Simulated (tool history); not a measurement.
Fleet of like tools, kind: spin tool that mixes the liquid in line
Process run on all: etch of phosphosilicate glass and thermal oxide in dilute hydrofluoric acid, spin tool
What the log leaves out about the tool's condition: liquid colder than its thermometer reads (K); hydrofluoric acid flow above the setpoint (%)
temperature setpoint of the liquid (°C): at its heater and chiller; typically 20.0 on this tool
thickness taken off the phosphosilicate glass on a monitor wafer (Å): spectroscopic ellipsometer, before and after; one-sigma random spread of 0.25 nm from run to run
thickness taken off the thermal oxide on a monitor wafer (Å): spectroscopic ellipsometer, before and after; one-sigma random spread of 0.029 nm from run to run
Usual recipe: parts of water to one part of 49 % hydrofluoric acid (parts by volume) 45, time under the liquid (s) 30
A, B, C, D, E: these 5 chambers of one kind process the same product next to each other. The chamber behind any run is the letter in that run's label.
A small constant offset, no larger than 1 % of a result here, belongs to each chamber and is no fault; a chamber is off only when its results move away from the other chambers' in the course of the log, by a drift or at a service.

run	hour	temperature setpoint of the liquid (°C)	parts of water to one part of 49 % hydrofluoric acid (parts by volume)	time under the liquid (s)	hours since the thermometer was replaced	hours since the hydrofluoric acid flow meter was replaced	read-back film thickness of the phosphosilicate glass reference wafer, read on the same gauge (nm)	read-back film thickness of the thermal oxide reference wafer, read on the same gauge (nm)	thickness taken off the phosphosilicate glass on a monitor wafer (Å)	thickness taken off the thermal oxide on a monitor wafer (Å)
1A	9.5	20.0	45	30	1762.7	1423.0	99.986	119.97	558.96	28.224
2B	22.0	20.0	45	30	2081.8	1155.0	99.949	119.97	564.31	29.301
3C	34.7	20.0	45	30	511.9	908.6	100.020	120.02	564.12	28.711
4D	44.4	20.0	45	30	1016.0	874.5	100.010	120.05	563.06	28.964
5E	56.5	20.0	45	30	481.0	834.7	100.010	119.98	560.51	28.650
6E	63.7	20.0	45	40	488.2	841.9	100.000	120.02	739.97	39.023
7D	69.3	20.0	45	40	1040.9	899.4	100.000	120.03	744.86	38.075
8B	77.6	20.0	45	40	2137.4	1210.6	99.989	119.98	746.86	38.743
9C	88.8	20.0	45	40	566.0	962.7	100.030	120.04	747.29	38.548
10A	98.1	20.0	45	40	1851.3	1511.6	99.998	120.01	739.31	39.153
11C	104.0	18.5	45	40	581.2	977.9	99.968	119.97	701.50	36.141
12D	111.7	18.5	45	40	1083.3	941.8	100.010	120.03	704.58	36.309
# hour 116.5: chamber A: thermometer replaced
13B	123.0	18.5	45	40	2182.8	1256.0	99.972	119.99	704.20	35.990
14E	132.8	18.5	45	40	557.3	911.0	100.010	120.01	701.72	36.842
15A	142.0	18.5	45	40	25.6	1555.5	100.010	120.03	693.83	35.716
16D	150.3	20.0	45	30	1121.9	980.4	100.020	119.95	560.97	28.677
17E	156.9	23.0	45	50	581.4	935.1	99.995	119.98	1055.40	53.845
18A	163.4	23.0	45	50	47.0	1576.9	99.945	119.97	1045.10	55.082
19B	170.7	23.0	45	50	2230.5	1303.7	99.997	120.02	1064.20	54.683
20C	177.2	23.0	45	50	654.4	1051.1	99.973	120.04	1064.90	53.922
21A	189.8	23.0	45	50	73.4	1603.3	99.991	120.00	1054.50	54.518
# hour 196.7: chamber B: hydrofluoric acid flow meter replaced
22B	200.7	20.0	45	30	2260.5	4.1	100.020	119.98	560.77	28.695
23C	207.2	20.0	45	30	684.4	1081.1	99.965	120.02	558.84	28.945
# hour 213.3: chamber A: hydrofluoric acid flow meter replaced
24E	213.9	20.0	45	30	638.4	992.1	100.040	120.01	562.63	28.871
25D	221.9	20.0	45	30	1193.5	1052.0	99.984	120.02	559.28	28.808
26E	228.8	20.0	45	30	653.3	1007.0	100.030	119.96	557.53	28.924
27D	237.7	20.0	45	30	1209.3	1067.8	100.010	119.98	562.92	29.439
# hour 242.2: chamber D: hydrofluoric acid flow meter replaced
28B	247.7	20.0	45	30	2307.5	51.1	99.950	120.06	566.64	28.890
29C	256.4	20.0	45	30	733.6	1130.3	100.000	120.00	560.99	29.498
30A	264.9	20.0	35	30	148.5	51.6	100.010	120.01	730.07	37.634
31B	271.9	20.0	35	30	2331.7	75.3	100.010	120.03	732.93	37.133
32D	282.7	20.0	35	30	1254.3	40.5	100.000	120.05	730.56	37.579
33A	292.5	20.0	35	30	176.1	79.2	100.030	119.96	727.76	37.539
34C	298.6	20.0	35	30	775.8	1172.5	99.975	120.00	731.98	37.861
35E	304.9	17.0	45	30	729.4	1083.1	99.994	119.99	492.13	25.114

Next, every chamber runs the same settings. What will each give?
36A	314.0	20.0	45	30					?	?
36B	314.0	20.0	45	30					?	?
36C	314.0	20.0	45	30					?	?
36D	314.0	20.0	45	30					?	?
36E	314.0	20.0	45	30					?	?

run	thickness taken off the phosphosilicate glass on a monitor wafer (Å)	thickness taken off the thermal oxide on a monitor wafer (Å)
36A	556.70	29.152
36B	564.17	29.208
36C	563.68	29.105
36D	557.49	29.235
36E	556.49	28.848
